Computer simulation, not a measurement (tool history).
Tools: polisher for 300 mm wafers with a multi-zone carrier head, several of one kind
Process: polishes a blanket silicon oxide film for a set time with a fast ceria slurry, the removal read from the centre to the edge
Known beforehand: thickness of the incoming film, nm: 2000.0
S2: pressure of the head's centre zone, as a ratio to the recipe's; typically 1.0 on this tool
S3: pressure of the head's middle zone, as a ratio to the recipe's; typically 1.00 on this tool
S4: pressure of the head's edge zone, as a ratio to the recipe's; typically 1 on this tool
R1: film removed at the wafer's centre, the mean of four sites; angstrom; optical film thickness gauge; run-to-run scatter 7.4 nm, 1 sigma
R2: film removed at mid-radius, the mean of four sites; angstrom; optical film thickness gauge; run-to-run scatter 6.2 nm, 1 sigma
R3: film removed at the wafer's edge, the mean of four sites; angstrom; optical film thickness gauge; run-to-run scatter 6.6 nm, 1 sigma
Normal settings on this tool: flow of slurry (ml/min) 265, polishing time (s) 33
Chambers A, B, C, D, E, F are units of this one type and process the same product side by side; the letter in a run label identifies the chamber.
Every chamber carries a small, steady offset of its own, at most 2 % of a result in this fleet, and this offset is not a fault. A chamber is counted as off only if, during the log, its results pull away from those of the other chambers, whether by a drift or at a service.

Run 1E, hour 3.1: usual settings. Result: R1 6021.6 angstrom, R2 6057.5 angstrom, R3 6002.1 angstrom.
Run 2F, hour 8.0: usual settings. Result: R1 5956.4 angstrom, R2 6063.6 angstrom, R3 6006.9 angstrom.
At hour 8.4: chamber E: edge zone pressure recalibrated.
At hour 9.9: chamber D: worn pad replaced by a new one.
Run 3B, hour 10.9: usual settings. Result: R1 6102.9 angstrom, R2 6032.8 angstrom, R3 6112.5 angstrom.
Run 4D, hour 16.3: usual settings. Result: R1 6081.2 angstrom, R2 6033.1 angstrom, R3 5964.8 angstrom.
Run 5A, hour 20.1: usual settings. Result: R1 6031.9 angstrom, R2 6043.1 angstrom, R3 6315.0 angstrom.
Run 6C, hour 23.5: usual settings. Result: R1 5969.1 angstrom, R2 6163.5 angstrom, R3 6113.5 angstrom.
Run 7E, hour 27.5: usual settings. Result: R1 5963.0 angstrom, R2 5944.0 angstrom, R3 6054.3 angstrom.
At hour 30.5: chamber F: worn pad replaced by a new one.
Run 8A, hour 32.0: usual settings but S3 0.91. Result: R1 6185.6 angstrom, R2 5592.7 angstrom, R3 6176.6 angstrom.
Run 9D, hour 35.6: usual settings but S3 0.91. Result: R1 5960.3 angstrom, R2 5455.3 angstrom, R3 5932.7 angstrom.
Run 10F, hour 41.3: usual settings but S3 0.91. Result: R1 6041.5 angstrom, R2 5524.3 angstrom, R3 6038.7 angstrom.
At hour 43.3: chamber E: worn pad replaced by a new one.
Run 11C, hour 46.2: usual settings but S3 0.91. Result: R1 5977.1 angstrom, R2 5575.8 angstrom, R3 6156.6 angstrom.
At hour 49.4: chamber C: worn pad replaced by a new one.
Run 12B, hour 50.2: usual settings but S3 0.91. Result: R1 6081.9 angstrom, R2 5579.3 angstrom, R3 6123.5 angstrom.
Run 13A, hour 53.0: usual settings but S3 0.91. Result: R1 6206.1 angstrom, R2 5539.9 angstrom, R3 6207.4 angstrom.
Run 14C, hour 58.7: usual settings. Result: R1 5977.1 angstrom, R2 6154.5 angstrom, R3 6052.7 angstrom.
At hour 63.3: chamber A: worn pad replaced by a new one.
Run 15B, hour 63.5: usual settings. Result: R1 6005.5 angstrom, R2 5957.3 angstrom, R3 5921.4 angstrom.
Run 16F, hour 66.6: usual settings. Result: R1 6188.2 angstrom, R2 5923.9 angstrom, R3 6047.8 angstrom.
Run 17D, hour 69.4: usual settings. Result: R1 5890.4 angstrom, R2 6044.9 angstrom, R3 6023.0 angstrom.
At hour 71.2: chamber D: worn pad replaced by a new one.
Run 18E, hour 72.3: usual settings. Result: R1 6072.5 angstrom, R2 6016.9 angstrom, R3 5888.4 angstrom.
Run 19B, hour 76.8: usual settings. Result: R1 5983.9 angstrom, R2 5858.6 angstrom, R3 5828.7 angstrom.
Run 20C, hour 79.4: usual settings. Result: R1 5931.3 angstrom, R2 6100.4 angstrom, R3 5992.5 angstrom.
Run 21E, hour 82.5: usual settings. Result: R1 6024.8 angstrom, R2 5998.0 angstrom, R3 6079.3 angstrom.
At hour 83.2: chamber F: worn pad replaced by a new one.
At hour 85.9: chamber F: centre zone pressure recalibrated.
Run 22A, hour 86.9: usual settings but flow of slurry (ml/min) 340, S2 0.9. Result: R1 5685.3 angstrom, R2 6361.7 angstrom, R3 6243.8 angstrom.
Run 23D, hour 92.0: usual settings but flow of slurry (ml/min) 340, S2 0.9. Result: R1 5483.5 angstrom, R2 6161.0 angstrom, R3 6140.3 angstrom.
Run 24F, hour 94.8: usual settings but flow of slurry (ml/min) 340, S2 0.9. Result: R1 5542.9 angstrom, R2 6230.6 angstrom, R3 6153.7 angstrom.
Run 25B, hour 98.9: usual settings but flow of slurry (ml/min) 340, S2 0.9. Result: R1 5234.8 angstrom, R2 5930.5 angstrom, R3 5776.4 angstrom.
Run 26F, hour 102.2: usual settings but flow of slurry (ml/min) 340, S2 0.9. Result: R1 5481.7 angstrom, R2 6143.6 angstrom, R3 6083.3 angstrom.
Run 27D, hour 106.7: usual settings but flow of slurry (ml/min) 340, S2 0.9. Result: R1 5453.5 angstrom, R2 6040.8 angstrom, R3 6094.4 angstrom.
Run 28E, hour 111.8: usual settings. Result: R1 6149.1 angstrom, R2 5947.8 angstrom, R3 5870.9 angstrom.
Run 29C, hour 117.3: usual settings. Result: R1 6071.2 angstrom, R2 6151.8 angstrom, R3 6087.9 angstrom.
Run 30A, hour 121.0: usual settings but flow of slurry (ml/min) 185, polishing time (s) 44. Result: R1 7558.9 angstrom, R2 7709.2 angstrom, R3 7864.1 angstrom.
At hour 125.5: chamber E: worn pad replaced by a new one.
Run 31B, hour 126.4: usual settings but flow of slurry (ml/min) 185, polishing time (s) 44. Result: R1 7178.0 angstrom, R2 7083.8 angstrom, R3 7163.3 angstrom.
Run 32F, hour 130.1: usual settings but flow of slurry (ml/min) 185, polishing time (s) 44. Result: R1 7710.0 angstrom, R2 7580.3 angstrom, R3 7833.4 angstrom.
Run 33C, hour 134.4: usual settings but flow of slurry (ml/min) 185, polishing time (s) 44. Result: R1 7661.8 angstrom, R2 7650.0 angstrom, R3 7787.5 angstrom.
At hour 135.4: chamber D: worn pad replaced by a new one.
Run 34D, hour 137.1: usual settings but flow of slurry (ml/min) 185, polishing time (s) 44. Result: R1 7301.7 angstrom, R2 7751.4 angstrom, R3 7646.9 angstrom.
At hour 138.1: chamber F: worn pad replaced by a new one.
Run 35E, hour 141.6: usual settings but flow of slurry (ml/min) 185, polishing time (s) 44. Result: R1 7626.5 angstrom, R2 7664.6 angstrom, R3 7721.9 angstrom.
Run 36A, hour 145.3: usual settings. Result: R1 5979.3 angstrom, R2 5978.8 angstrom, R3 6003.5 angstrom.
Run 37A, hour 148.3: usual settings. Result: R1 6033.5 angstrom, R2 6149.2 angstrom, R3 6034.5 angstrom.
At hour 150.3: chamber C: worn pad replaced by a new one.
Run 38C, hour 152.3: usual settings. Result: R1 5848.7 angstrom, R2 6118.9 angstrom, R3 6197.0 angstrom.
Run 39F, hour 157.1: usual settings. Result: R1 6020.6 angstrom, R2 6038.8 angstrom, R3 5945.2 angstrom.

Next, every chamber runs the same settings. What will each give?
Run 40A, hour 161.2: usual settings. Result: R1 ?, R2 ?, R3 ?.
Run 40B, hour 161.2: usual settings. Result: R1 ?, R2 ?, R3 ?.
Run 40C, hour 161.2: usual settings. Result: R1 ?, R2 ?, R3 ?.
Run 40D, hour 161.2: usual settings. Result: R1 ?, R2 ?, R3 ?.
Run 40E, hour 161.2: usual settings. Result: R1 ?, R2 ?, R3 ?.
Run 40F, hour 161.2: usual settings. Result: R1 ?, R2 ?, R3 ?.

run      R1      R2      R3
40A  6192.0  6076.9  6211.5
40B  5464.6  5367.5  5302.9
40C  6014.6  6150.1  6102.7
40D  5894.5  5979.1  5986.3
40E  5952.5  6014.7  5951.8
40F  5970.9  6020.7  6086.6
